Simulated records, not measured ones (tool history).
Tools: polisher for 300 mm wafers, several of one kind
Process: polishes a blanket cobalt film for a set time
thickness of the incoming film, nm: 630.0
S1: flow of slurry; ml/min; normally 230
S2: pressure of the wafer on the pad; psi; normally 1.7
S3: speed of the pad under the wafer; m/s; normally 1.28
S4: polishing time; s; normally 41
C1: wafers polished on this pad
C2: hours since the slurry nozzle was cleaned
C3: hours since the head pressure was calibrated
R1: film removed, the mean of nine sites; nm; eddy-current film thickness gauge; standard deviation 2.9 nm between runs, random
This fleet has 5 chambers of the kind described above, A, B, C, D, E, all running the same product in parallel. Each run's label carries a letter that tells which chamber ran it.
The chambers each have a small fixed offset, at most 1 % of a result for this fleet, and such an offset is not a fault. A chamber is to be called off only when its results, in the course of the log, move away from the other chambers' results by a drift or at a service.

{"run": "1E", "day": 0.162, "S1": 230, "S2": 1.7, "S3": 1.28, "S4": 41, "C1": 920, "C2": 273.4, "C3": 500.0, "R1": 233.2}
{"run": "2A", "day": 0.271, "S1": 230, "S2": 1.7, "S3": 1.28, "S4": 41, "C1": 700, "C2": 33.4, "C3": 437.6, "R1": 238.87}
{"run": "3B", "day": 0.412, "S1": 230, "S2": 1.7, "S3": 1.28, "S4": 41, "C1": 600, "C2": 333.5, "C3": 794.1, "R1": 229.64}
{"day": 0.458, "done": "chamber C: worn pad replaced by a new one"}
{"run": "4D", "day": 0.525, "S1": 230, "S2": 1.7, "S3": 1.28, "S4": 41, "C1": 305, "C2": 482.3, "C3": 598.1, "R1": 233.61}
{"day": 0.658, "done": "chamber B: worn pad replaced by a new one"}
{"run": "5C", "day": 0.671, "S1": 230, "S2": 1.7, "S3": 1.28, "S4": 41, "C1": 62, "C2": 514.4, "C3": 42.2, "R1": 235.08}
{"run": "6D", "day": 0.771, "S1": 230, "S2": 1.7, "S3": 1.28, "S4": 41, "C1": 375, "C2": 488.2, "C3": 604.0, "R1": 235.7}
{"run": "7B", "day": 0.921, "S1": 230, "S2": 1.7, "S3": 1.28, "S4": 41, "C1": 75, "C2": 345.7, "C3": 806.3, "R1": 229.56}
{"run": "8C", "day": 1.05, "S1": 230, "S2": 1.7, "S3": 1.1, "S4": 33, "C1": 170, "C2": 523.5, "C3": 51.3, "R1": 159.28}
{"run": "9A", "day": 1.179, "S1": 230, "S2": 1.7, "S3": 1.1, "S4": 33, "C1": 960, "C2": 55.2, "C3": 459.4, "R1": 166.01}
{"run": "10E", "day": 1.288, "S1": 230, "S2": 1.7, "S3": 1.1, "S4": 33, "C1": 1242, "C2": 300.4, "C3": 527.0, "R1": 160.59}
{"run": "11E", "day": 1.45, "S1": 230, "S2": 1.7, "S3": 1.1, "S4": 33, "C1": 1289, "C2": 304.3, "C3": 530.9, "R1": 160.02}
{"day": 1.538, "done": "chamber A: worn pad replaced by a new one"}
{"run": "12C", "day": 1.575, "S1": 230, "S2": 1.7, "S3": 1.1, "S4": 33, "C1": 321, "C2": 536.1, "C3": 63.9, "R1": 161.07}
{"run": "13B", "day": 1.746, "S1": 190, "S2": 1.7, "S3": 1.28, "S4": 30, "C1": 312, "C2": 365.5, "C3": 826.1, "R1": 163.46}
{"run": "14A", "day": 1.858, "S1": 190, "S2": 1.7, "S3": 1.28, "S4": 30, "C1": 92, "C2": 71.5, "C3": 475.7, "R1": 169.23}
{"run": "15D", "day": 1.979, "S1": 190, "S2": 1.7, "S3": 1.28, "S4": 30, "C1": 722, "C2": 517.2, "C3": 633.0, "R1": 168.54}
{"day": 2.129, "done": "chamber D: worn pad replaced by a new one"}
{"run": "16C", "day": 2.129, "S1": 190, "S2": 1.7, "S3": 1.28, "S4": 30, "C1": 480, "C2": 549.4, "C3": 77.2, "R1": 168.49}
{"run": "17D", "day": 2.288, "S1": 190, "S2": 1.7, "S3": 1.28, "S4": 30, "C1": 46, "C2": 524.6, "C3": 640.4, "R1": 165.02}
{"run": "18A", "day": 2.417, "S1": 230, "S2": 1.7, "S3": 1.28, "S4": 41, "C1": 252, "C2": 84.9, "C3": 489.1, "R1": 231.24}
{"run": "19B", "day": 2.575, "S1": 230, "S2": 1.7, "S3": 1.28, "S4": 41, "C1": 549, "C2": 385.4, "C3": 846.0, "R1": 236.05}
{"day": 2.654, "done": "chamber B: worn pad replaced by a new one"}
{"run": "20E", "day": 2.683, "S1": 230, "S2": 2.0, "S3": 1.02, "S4": 41, "C1": 1642, "C2": 333.9, "C3": 560.5, "R1": 219.39}
{"run": "21D", "day": 2.821, "S1": 230, "S2": 2.0, "S3": 1.02, "S4": 41, "C1": 199, "C2": 537.4, "C3": 653.2, "R1": 219.53}
{"run": "22A", "day": 2.992, "S1": 230, "S2": 2.0, "S3": 1.02, "S4": 41, "C1": 417, "C2": 98.7, "C3": 502.9, "R1": 221.21}
{"run": "23E", "day": 3.171, "S1": 230, "S2": 2.0, "S3": 1.02, "S4": 41, "C1": 1782, "C2": 345.6, "C3": 572.2, "R1": 215.35}
{"day": 3.196, "done": "chamber C: worn pad replaced by a new one"}
{"run": "24B", "day": 3.325, "S1": 230, "S2": 2.0, "S3": 1.02, "S4": 41, "C1": 192, "C2": 403.4, "C3": 864.0, "R1": 214.6}
{"run": "25C", "day": 3.446, "S1": 230, "S2": 1.7, "S3": 1.28, "S4": 41, "C1": 72, "C2": 581.0, "C3": 108.8, "R1": 235.47}
{"run": "26D", "day": 3.633, "S1": 230, "S2": 1.7, "S3": 1.28, "S4": 41, "C1": 431, "C2": 556.9, "C3": 672.7, "R1": 234.91}
{"run": "27E", "day": 3.746, "S1": 230, "S2": 1.7, "S3": 1.28, "S4": 41, "C1": 1947, "C2": 359.4, "C3": 586.0, "R1": 222.96}
{"run": "28C", "day": 3.954, "S1": 230, "S2": 1.7, "S3": 1.28, "S4": 41, "C1": 218, "C2": 593.2, "C3": 121.0, "R1": 239.99}
{"run": "29B", "day": 4.138, "S1": 230, "S2": 1.7, "S3": 1.28, "S4": 41, "C1": 425, "C2": 422.9, "C3": 883.5, "R1": 234.28}
{"run": "30A", "day": 4.325, "S1": 230, "S2": 1.7, "S3": 1.28, "S4": 41, "C1": 799, "C2": 130.7, "C3": 534.9, "R1": 232.5}
{"day": 4.454, "done": "chamber D: worn pad replaced by a new one"}
{"run": "31D", "day": 4.504, "S1": 230, "S2": 1.7, "S3": 1.28, "S4": 41, "C1": 15, "C2": 577.8, "C3": 693.6, "R1": 237.19}
{"day": 4.508, "done": "chamber D: slurry nozzle cleaned"}
{"run": "32A", "day": 4.692, "S1": 230, "S2": 1.7, "S3": 1.28, "S4": 41, "C1": 904, "C2": 139.5, "C3": 543.7, "R1": 235.08}
{"day": 4.721, "done": "chamber B: worn pad replaced by a new one"}
{"run": "33E", "day": 4.812, "S1": 230, "S2": 1.7, "S3": 1.28, "S4": 41, "C1": 2253, "C2": 385.0, "C3": 611.6, "R1": 218.64}
{"run": "34B", "day": 4.925, "S1": 230, "S2": 1.7, "S3": 1.28, "S4": 41, "C1": 58, "C2": 441.8, "C3": 902.4, "R1": 228.28}
{"run": "35C", "day": 5.125, "S1": 230, "S2": 1.7, "S3": 1.28, "S4": 41, "C1": 553, "C2": 621.3, "C3": 149.1, "R1": 233.39}
{"day": 5.288, "done": "chamber C: slurry nozzle cleaned"}
{"day": 5.296, "done": "chamber A: worn pad replaced by a new one"}
{"run": "36A", "day": 5.304, "S1": 230, "S2": 1.7, "S3": 1.28, "S4": 41, "C1": 2, "C2": 154.2, "C3": 558.4, "R1": 238.22}
{"run": "37D", "day": 5.508, "S1": 230, "S2": 1.7, "S3": 1.28, "S4": 41, "C1": 303, "C2": 24.0, "C3": 717.7, "R1": 232.06}
{"run": "38E", "day": 5.629, "S1": 230, "S2": 1.7, "S3": 1.28, "S4": 41, "C1": 2487, "C2": 404.6, "C3": 631.2, "R1": 216.13}
{"run": "39B", "day": 5.767, "S1": 230, "S2": 1.7, "S3": 1.28, "S4": 41, "C1": 300, "C2": 462.0, "C3": 922.6, "R1": 230.87}
{"run": "40C", "day": 5.858, "S1": 230, "S2": 1.7, "S3": 1.28, "S4": 41, "C1": 763, "C2": 13.8, "C3": 166.7, "R1": 237.57}

Next, all 5 chambers run the settings below, one line each with question marks for the results. What does each chamber give?
{"run": "41A", "day": 6.017, "S1": 230, "S2": 1.7, "S3": 1.28, "S4": 41, "R1": "?"}
{"run": "41B", "day": 6.017, "S1": 230, "S2": 1.7, "S3": 1.28, "S4": 41, "R1": "?"}
{"run": "41C", "day": 6.017, "S1": 230, "S2": 1.7, "S3": 1.28, "S4": 41, "R1": "?"}
{"run": "41D", "day": 6.017, "S1": 230, "S2": 1.7, "S3": 1.28, "S4": 41, "R1": "?"}
{"run": "41E", "day": 6.017, "S1": 230, "S2": 1.7, "S3": 1.28, "S4": 41, "R1": "?"}

run=41A R1=237.97
run=41B R1=232.71
run=41C R1=236.59
run=41D R1=236.80
run=41E R1=217.64

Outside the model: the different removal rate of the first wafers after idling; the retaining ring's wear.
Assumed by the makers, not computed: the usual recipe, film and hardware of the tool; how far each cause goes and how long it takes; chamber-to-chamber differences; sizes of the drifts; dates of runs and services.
